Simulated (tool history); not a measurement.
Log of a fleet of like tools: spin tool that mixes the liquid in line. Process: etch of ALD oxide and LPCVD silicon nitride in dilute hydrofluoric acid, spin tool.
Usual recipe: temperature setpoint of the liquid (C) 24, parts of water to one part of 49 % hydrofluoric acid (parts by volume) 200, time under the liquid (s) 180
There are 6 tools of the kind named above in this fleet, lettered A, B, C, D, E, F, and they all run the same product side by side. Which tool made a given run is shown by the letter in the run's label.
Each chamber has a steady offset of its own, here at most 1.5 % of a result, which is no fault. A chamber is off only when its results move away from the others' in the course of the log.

run,hour,temperature setpoint of the liquid (C),parts of water to one part of 49 % hydrofluoric acid (parts by volume),time under the liquid (s),hours since the thermometer was replaced,hours since the hydrofluoric acid flow meter was replaced,"read-back film thickness of the ALD oxide reference wafer, read on the same gauge (nm)","read-back film thickness of the LPCVD silicon nitride reference wafer, read on the same gauge (nm)",thickness taken off the ALD oxide on a monitor wafer (angstrom),thickness taken off the LPCVD silicon nitride on a monitor wafer (angstrom)
1B,5.4,24,200,180,208.0,72.3,49.982,129.95,128.530,3.9808
2D,14.6,24,200,180,512.7,204.5,49.975,129.98,127.210,4.0052
# hour 15.8: chamber E: hydrofluoric acid flow meter replaced
3A,24.4,24,200,180,1488.8,109.6,50.033,130.01,127.060,4.1010
4F,35.3,24,200,180,661.1,201.9,50.008,130.02,126.930,3.5828
5C,44.5,24,200,180,2222.2,1665.4,49.992,130.00,125.730,3.7755
6E,51.4,24,200,180,86.8,35.6,49.989,129.99,126.380,4.5882
7F,56.9,24,200,180,682.7,223.5,50.008,130.00,126.220,4.0893
8C,66.9,24,200,180,2244.6,1687.8,50.004,130.04,125.990,4.3942
9E,72.8,24,200,180,108.2,57.0,49.987,129.97,126.140,4.3387
10D,79.4,24,200,180,577.5,269.3,50.017,130.01,126.990,4.5504
11B,88.1,24,200,115,290.7,155.0,49.955,129.99,81.265,2.7961
# hour 90.8: chamber C: hydrofluoric acid flow meter replaced
12A,98.4,24,200,115,1562.8,183.6,49.996,129.96,81.589,2.8101
13B,108.0,24,200,115,310.6,174.9,50.021,129.99,81.330,2.8531
14F,116.9,24,200,115,742.7,283.5,49.975,130.01,81.673,2.7220
15C,126.9,24,200,115,2304.6,36.2,49.989,129.98,80.284,2.7009
16D,133.4,24,200,115,631.5,323.3,49.984,129.96,81.934,2.6283
17A,142.2,24,200,180,1606.6,227.4,50.015,130.01,127.390,3.7451
18E,152.6,24,200,180,188.0,136.8,49.972,130.00,125.990,3.9264
19F,163.8,24,200,180,789.6,330.4,49.984,130.01,127.470,3.8469
20B,171.2,24,245,260,373.8,238.1,49.991,129.97,142.580,4.3313
21D,178.9,24,245,260,677.0,368.8,49.981,130.02,143.250,4.3863
22C,184.7,24,245,260,2362.4,94.0,49.991,129.99,140.800,5.9161
23A,194.3,24,245,260,1658.7,279.5,50.031,130.00,143.070,4.5752
24E,202.3,24,245,260,237.7,186.5,50.012,130.00,141.050,4.7325
25B,211.9,24,245,260,414.5,278.8,50.005,130.02,141.720,4.6529
26E,220.6,24,200,180,256.0,204.8,49.997,130.01,126.340,3.8811
27D,227.6,24,200,180,725.7,417.5,49.981,129.99,127.260,4.1191
28A,234.7,24,200,180,1699.1,319.9,50.013,129.99,126.920,4.1082
29F,242.9,24,200,180,868.7,409.5,49.977,130.01,126.590,4.4135
30C,250.3,24,200,180,2428.0,159.6,50.004,130.00,125.170,3.4172
31B,256.4,24,200,180,459.0,323.3,49.970,129.95,127.550,4.1150
32F,263.9,24,200,180,889.7,430.5,49.989,129.96,126.330,3.3032
33A,272.7,24,200,180,1737.1,357.9,49.986,129.99,127.230,4.0549
34E,280.6,24,200,180,316.0,264.8,49.985,129.99,125.530,4.7235
35D,291.6,24,200,180,789.7,481.5,49.974,130.00,127.610,3.9858
36C,299.8,24,200,180,2477.5,209.1,50.016,130.01,126.550,3.5805

All 6 chambers run these settings next. Forecast each chamber's results:
37A,307.8,24,200,180,,,,,?,?
37B,307.8,24,200,180,,,,,?,?
37C,307.8,24,200,180,,,,,?,?
37D,307.8,24,200,180,,,,,?,?
37E,307.8,24,200,180,,,,,?,?
37F,307.8,24,200,180,,,,,?,?

run,thickness taken off the ALD oxide on a monitor wafer (angstrom),thickness taken off the LPCVD silicon nitride on a monitor wafer (angstrom)
37A,127.760,3.8663
37B,126.910,3.5299
37C,126.120,3.9008
37D,125.690,4.6000
37E,125.500,4.1748
37F,126.980,4.7385

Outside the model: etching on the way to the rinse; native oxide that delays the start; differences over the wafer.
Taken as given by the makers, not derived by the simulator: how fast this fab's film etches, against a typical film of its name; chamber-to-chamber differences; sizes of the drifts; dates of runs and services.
